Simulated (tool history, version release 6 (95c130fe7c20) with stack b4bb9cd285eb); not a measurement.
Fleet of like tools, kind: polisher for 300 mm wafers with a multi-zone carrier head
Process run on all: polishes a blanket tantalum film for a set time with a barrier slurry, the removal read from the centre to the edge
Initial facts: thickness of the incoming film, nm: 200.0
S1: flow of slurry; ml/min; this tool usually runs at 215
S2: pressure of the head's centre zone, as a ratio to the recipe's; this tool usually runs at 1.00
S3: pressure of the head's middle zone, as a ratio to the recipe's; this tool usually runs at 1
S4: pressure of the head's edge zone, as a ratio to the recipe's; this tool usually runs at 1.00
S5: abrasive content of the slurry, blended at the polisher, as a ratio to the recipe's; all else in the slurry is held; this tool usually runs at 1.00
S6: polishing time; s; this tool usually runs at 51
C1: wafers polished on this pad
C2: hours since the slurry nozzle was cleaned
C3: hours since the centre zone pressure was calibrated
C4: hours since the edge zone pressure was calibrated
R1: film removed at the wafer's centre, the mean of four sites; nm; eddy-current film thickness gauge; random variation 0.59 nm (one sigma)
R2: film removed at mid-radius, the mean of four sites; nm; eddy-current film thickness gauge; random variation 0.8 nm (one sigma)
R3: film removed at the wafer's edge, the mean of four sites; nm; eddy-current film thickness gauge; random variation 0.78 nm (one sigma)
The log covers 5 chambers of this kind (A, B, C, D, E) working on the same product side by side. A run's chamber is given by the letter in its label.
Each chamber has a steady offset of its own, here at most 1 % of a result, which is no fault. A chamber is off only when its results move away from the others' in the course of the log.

run	hour	S1	S2	S3	S4	S5	S6	C1	C2	C3	C4	R1	R2	R3
# hour 3.2: chamber A: worn pad replaced by a new one
# hour 3.4: chamber E: worn pad replaced by a new one
1B	7.3	215	1.00	1	1.00	1.00	51	373	76.7	345.2	857.9	72.916	73.289	72.573
# hour 11.2: chamber D: edge zone pressure recalibrated
2D	14.3	215	1.00	1	1.00	1.00	51	957	32.5	406.0	3.1	73.992	74.135	73.920
# hour 20.1: chamber D: worn pad replaced by a new one
3A	25.1	215	1.00	1	1.00	1.00	51	357	364.7	1044.0	928.8	74.181	75.346	73.391
4C	33.0	215	1.00	1	1.00	1.00	51	705	267.6	222.0	304.0	73.272	73.352	74.758
5E	38.5	215	1.11	1	1.00	1.00	57	571	116.3	256.4	237.7	93.027	80.384	82.005
6B	49.2	215	1.11	1	1.00	1.00	57	1055	118.6	387.1	899.8	90.763	79.932	81.633
# hour 49.8: chamber B: worn pad replaced by a new one
# hour 54.6: chamber C: worn pad replaced by a new one
7C	56.0	215	1.11	1	1.00	1.00	57	23	290.6	245.0	327.0	91.361	80.988	81.621
# hour 59.5: chamber A: worn pad replaced by a new one
8D	62.4	215	1.11	1	1.00	1.00	57	689	80.6	454.1	51.2	93.003	82.311	82.785
9A	72.0	215	1.11	1	1.00	1.00	57	204	411.6	1090.9	975.7	93.305	82.820	82.213
# hour 74.0: chamber C: slurry nozzle cleaned
# hour 77.8: chamber E: worn pad replaced by a new one
10E	81.8	215	1.00	1	1.09	1.00	42	65	159.6	299.7	281.0	60.154	59.349	63.916
11E	88.0	215	1.00	1	1.09	1.00	42	166	165.8	305.9	287.2	60.970	59.545	62.671
# hour 88.2: chamber D: worn pad replaced by a new one
12D	93.8	215	1.00	1	1.09	1.00	42	91	112.0	485.5	82.6	60.723	60.497	63.218
13C	104.1	215	1.00	1	1.09	1.00	42	806	30.1	293.1	375.1	59.939	60.479	63.495
# hour 111.1: chamber B: worn pad replaced by a new one
14A	111.2	215	1.00	1	1.09	1.00	42	842	450.8	1130.1	1014.9	60.809	61.085	64.018
# hour 119.4: chamber C: worn pad replaced by a new one
# hour 119.8: chamber A: worn pad replaced by a new one
15B	121.8	215	1.00	1	1.00	1.00	51	174	191.2	459.7	972.4	72.562	74.062	73.761
16D	130.6	160	1.00	1	1.00	1.00	51	690	148.8	522.3	119.4	69.249	70.144	70.093
17C	141.0	160	1.00	1	1.00	1.00	51	353	67.0	330.0	412.0	68.124	69.179	71.677
# hour 144.4: chamber D: worn pad replaced by a new one
# hour 152.0: chamber E: slurry nozzle cleaned
18B	152.5	160	1.00	1	1.00	1.00	51	674	221.9	490.4	1003.1	69.562	69.261	73.425
# hour 155.8: chamber E: worn pad replaced by a new one
# hour 156.5: chamber A: edge zone pressure recalibrated
19E	164.5	160	1.00	1	1.00	1.00	51	143	12.6	382.4	363.7	71.673	69.704	71.256
# hour 168.9: chamber B: worn pad replaced by a new one
20A	172.8	160	1.00	1	1.00	1.00	51	863	512.4	1191.7	16.4	70.077	71.901	70.769
21B	181.0	215	1.00	1	1.00	1.00	51	197	250.4	518.9	1031.6	73.244	73.006	73.612
# hour 185.4: chamber A: worn pad replaced by a new one
# hour 186.4: chamber C: worn pad replaced by a new one
22D	187.8	215	1.00	1	1.00	1.00	51	706	206.0	579.5	176.6	72.978	74.976	73.930
23A	199.2	170	1.00	1	1.00	0.75	51	225	538.8	1218.1	42.8	64.526	65.337	65.205
# hour 200.3: chamber B: slurry nozzle cleaned
24C	206.6	170	1.00	1	1.00	0.75	51	329	132.6	395.6	477.6	62.067	65.265	65.305
# hour 217.4: chamber D: worn pad replaced by a new one
25E	218.7	170	1.00	1	1.00	0.75	51	1025	66.8	436.6	417.9	65.855	65.353	64.912
# hour 227.7: chamber B: worn pad replaced by a new one
26D	229.0	170	1.00	1	1.00	0.75	51	190	247.2	620.7	217.8	65.381	63.971	65.512
# hour 235.3: chamber A: worn pad replaced by a new one
27E	235.4	170	1.00	1	1.00	0.75	51	1297	83.5	453.3	434.6	65.165	65.225	65.605
28A	246.4	215	1.00	1	1.00	1.00	51	181	586.0	1265.3	90.0	74.682	73.504	72.918
# hour 252.8: chamber C: worn pad replaced by a new one
29B	258.3	215	1.00	1	1.00	1.00	51	499	58.1	596.2	1108.9	72.031	72.399	73.341
30C	269.4	215	1.00	1	1.00	1.00	51	271	195.4	458.4	540.4	69.562	72.957	72.262
31A	275.4	215	1.00	1	1.00	1.00	51	653	615.0	1294.3	119.0	73.139	74.903	72.751
# hour 278.0: chamber B: worn pad replaced by a new one
32C	286.0	215	1.00	1	1.00	1.00	51	541	212.0	475.0	557.0	70.801	73.378	74.898
33B	293.2	215	1.00	1	1.00	1.00	51	247	93.0	631.1	1143.8	73.751	74.019	72.586

One chamber off, gauge drift, or nothing amiss beyond the chambers' own small offsets? If it is a chamber, which one, and what is the likeliest cause?

It is chamber C that slowly wanders off from its peers.
Most likely cause: centre zone's pressure below its setpoint, % = 4.84.

Which of the 4 candidates below, each the usual settings with something changed and its results left as question marks, puts chamber C back in line with what the other chambers give on the usual settings?
In line here means within this much of the mean the other chambers give on the usual settings: R1 2.100 nm; R2 2.800 nm; R3 2.700 nm
34C-1	301.9	210	0.95	1.01	1.01	1.00	51					?	?	?
34C-2	301.9	210	0.91	1.02	1.03	1.00	51					?	?	?
34C-3	301.9	220	1.09	0.98	0.97	1.00	51					?	?	?
34C-4	301.9	220	1.05	0.99	0.99	1.00	51					?	?	?

The mean the other chambers reach with the usual settings: R1 73.816 nm; R2 73.680 nm; R3 73.425 nm
run	R1	R2	R3
34C-1	65.666	74.969	73.334
34C-2	62.645	75.675	74.077
34C-3	76.775	73.303	72.195
34C-4	73.734	74.013	72.944
The right change is 34C-4: it brings the chamber back within the allowed miss of the others.

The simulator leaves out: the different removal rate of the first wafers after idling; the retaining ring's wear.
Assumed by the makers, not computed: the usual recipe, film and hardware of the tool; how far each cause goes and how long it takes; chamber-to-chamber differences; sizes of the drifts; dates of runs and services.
